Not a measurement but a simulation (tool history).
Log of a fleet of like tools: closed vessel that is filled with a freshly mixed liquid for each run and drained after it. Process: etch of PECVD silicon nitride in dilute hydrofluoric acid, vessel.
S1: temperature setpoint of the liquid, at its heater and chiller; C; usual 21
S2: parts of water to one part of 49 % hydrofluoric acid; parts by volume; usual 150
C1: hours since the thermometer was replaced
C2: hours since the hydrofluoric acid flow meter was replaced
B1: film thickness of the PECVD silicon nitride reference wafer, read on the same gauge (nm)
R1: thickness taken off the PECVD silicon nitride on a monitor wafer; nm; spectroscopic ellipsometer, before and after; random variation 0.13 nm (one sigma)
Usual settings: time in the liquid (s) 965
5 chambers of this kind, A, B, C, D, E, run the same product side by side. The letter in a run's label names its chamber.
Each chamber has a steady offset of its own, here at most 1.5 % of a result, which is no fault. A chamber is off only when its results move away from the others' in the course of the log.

run 1E day=0.179 | S1=21 S2=150 time_in_the_liquid_(s)=965 | C1=1682.1 C2=67.1 | B1=39.96 | R1=18.717
run 2B day=0.3 | S1=21 S2=150 time_in_the_liquid_(s)=965 | C1=896.8 C2=552.6 | B1=40.005 | R1=18.725
run 3C day=0.438 | S1=21 S2=150 time_in_the_liquid_(s)=965 | C1=132 C2=1532.8 | B1=39.973 | R1=18.592
run 4D day=0.604 | S1=21 S2=150 time_in_the_liquid_(s)=965 | C1=1077.7 C2=84.1 | B1=39.983 | R1=18.409
run 5A day=0.729 | S1=21 S2=150 time_in_the_liquid_(s)=965 | C1=575.1 C2=1252.8 | B1=40.008 | R1=18.287
run 6B day=0.921 | S1=21 S2=150 time_in_the_liquid_(s)=965 | C1=911.7 C2=567.5 | B1=39.965 | R1=18.579
run 7D day=1.092 | S1=21 S2=150 time_in_the_liquid_(s)=965 | C1=1089.4 C2=95.8 | B1=39.921 | R1=18.317
-- day=1.108 chamber A: thermometer replaced
run 8A day=1.179 | S1=21 S2=150 time_in_the_liquid_(s)=965 | C1=1.8 C2=1263.6 | B1=39.979 | R1=18.4
run 9E day=1.296 | S1=21 S2=150 time_in_the_liquid_(s)=965 | C1=1708.9 C2=93.9 | B1=39.995 | R1=18.752
run 10C day=1.442 | S1=23 S2=120 time_in_the_liquid_(s)=965 | C1=156.1 C2=1556.9 | B1=39.984 | R1=26.169
run 11C day=1.608 | S1=23 S2=120 time_in_the_liquid_(s)=965 | C1=160.1 C2=1560.9 | B1=39.928 | R1=26.556
run 12E day=1.792 | S1=23 S2=120 time_in_the_liquid_(s)=965 | C1=1720.8 C2=105.8 | B1=40.056 | R1=26.395
run 13D day=1.896 | S1=23 S2=120 time_in_the_liquid_(s)=965 | C1=1108.7 C2=115.1 | B1=40.005 | R1=25.555
run 14A day=2.004 | S1=23 S2=120 time_in_the_liquid_(s)=965 | C1=21.6 C2=1283.4 | B1=40.038 | R1=26.06
run 15B day=2.096 | S1=21 S2=150 time_in_the_liquid_(s)=965 | C1=939.9 C2=595.7 | B1=39.963 | R1=18.698
run 16E day=2.183 | S1=21 S2=150 time_in_the_liquid_(s)=965 | C1=1730.2 C2=115.2 | B1=40.032 | R1=18.674
run 17A day=2.296 | S1=21 S2=150 time_in_the_liquid_(s)=965 | C1=28.6 C2=1290.4 | B1=40.03 | R1=18.485
run 18D day=2.454 | S1=21 S2=150 time_in_the_liquid_(s)=965 | C1=1122.1 C2=128.5 | B1=40.032 | R1=17.731
run 19C day=2.538 | S1=21 S2=150 time_in_the_liquid_(s)=965 | C1=182.4 C2=1583.2 | B1=39.99 | R1=18.541
run 20B day=2.658 | S1=21 S2=150 time_in_the_liquid_(s)=965 | C1=953.4 C2=609.2 | B1=39.99 | R1=18.664
run 21D day=2.792 | S1=21 S2=150 time_in_the_liquid_(s)=965 | C1=1130.2 C2=136.6 | B1=39.986 | R1=17.428
run 22C day=2.938 | S1=21 S2=150 time_in_the_liquid_(s)=965 | C1=192 C2=1592.8 | B1=40.066 | R1=18.279
run 23B day=3.067 | S1=21 S2=150 time_in_the_liquid_(s)=965 | C1=963.2 C2=619 | B1=40.024 | R1=18.466
run 24A day=3.221 | S1=21 S2=150 time_in_the_liquid_(s)=965 | C1=50.8 C2=1312.6 | B1=39.961 | R1=18.388
run 25E day=3.404 | S1=21 S2=150 time_in_the_liquid_(s)=965 | C1=1759.5 C2=144.5 | B1=39.995 | R1=18.653
run 26E day=3.517 | S1=21 S2=150 time_in_the_liquid_(s)=965 | C1=1762.2 C2=147.2 | B1=40.011 | R1=18.619
run 27C day=3.642 | S1=21 S2=150 time_in_the_liquid_(s)=965 | C1=208.9 C2=1609.7 | B1=39.971 | R1=18.255
run 28D day=3.8 | S1=21 S2=150 time_in_the_liquid_(s)=965 | C1=1154.4 C2=160.8 | B1=39.977 | R1=17.335
run 29B day=3.888 | S1=21 S2=150 time_in_the_liquid_(s)=965 | C1=982.9 C2=638.7 | B1=39.991 | R1=18.569
run 30A day=4.004 | S1=21 S2=150 time_in_the_liquid_(s)=965 | C1=69.6 C2=1331.4 | B1=40.003 | R1=18.387
run 31A day=4.179 | S1=21 S2=150 time_in_the_liquid_(s)=965 | C1=73.8 C2=1335.6 | B1=39.965 | R1=18.43
run 32C day=4.317 | S1=21 S2=150 time_in_the_liquid_(s)=530 | C1=225.1 C2=1625.9 | B1=39.985 | R1=10.118
run 33E day=4.492 | S1=21 S2=150 time_in_the_liquid_(s)=530 | C1=1785.6 C2=170.6 | B1=39.999 | R1=10.221

Next, every chamber runs the same settings. What will each give?
run 34A day=4.633 | S1=21 S2=150 time_in_the_liquid_(s)=965 | R1=?
run 34B day=4.633 | S1=21 S2=150 time_in_the_liquid_(s)=965 | R1=?
run 34C day=4.633 | S1=21 S2=150 time_in_the_liquid_(s)=965 | R1=?
run 34D day=4.633 | S1=21 S2=150 time_in_the_liquid_(s)=965 | R1=?
run 34E day=4.633 | S1=21 S2=150 time_in_the_liquid_(s)=965 | R1=?

run=34A R1=18.194
run=34B R1=18.541
run=34C R1=18.419
run=34D R1=16.915
run=34E R1=18.789
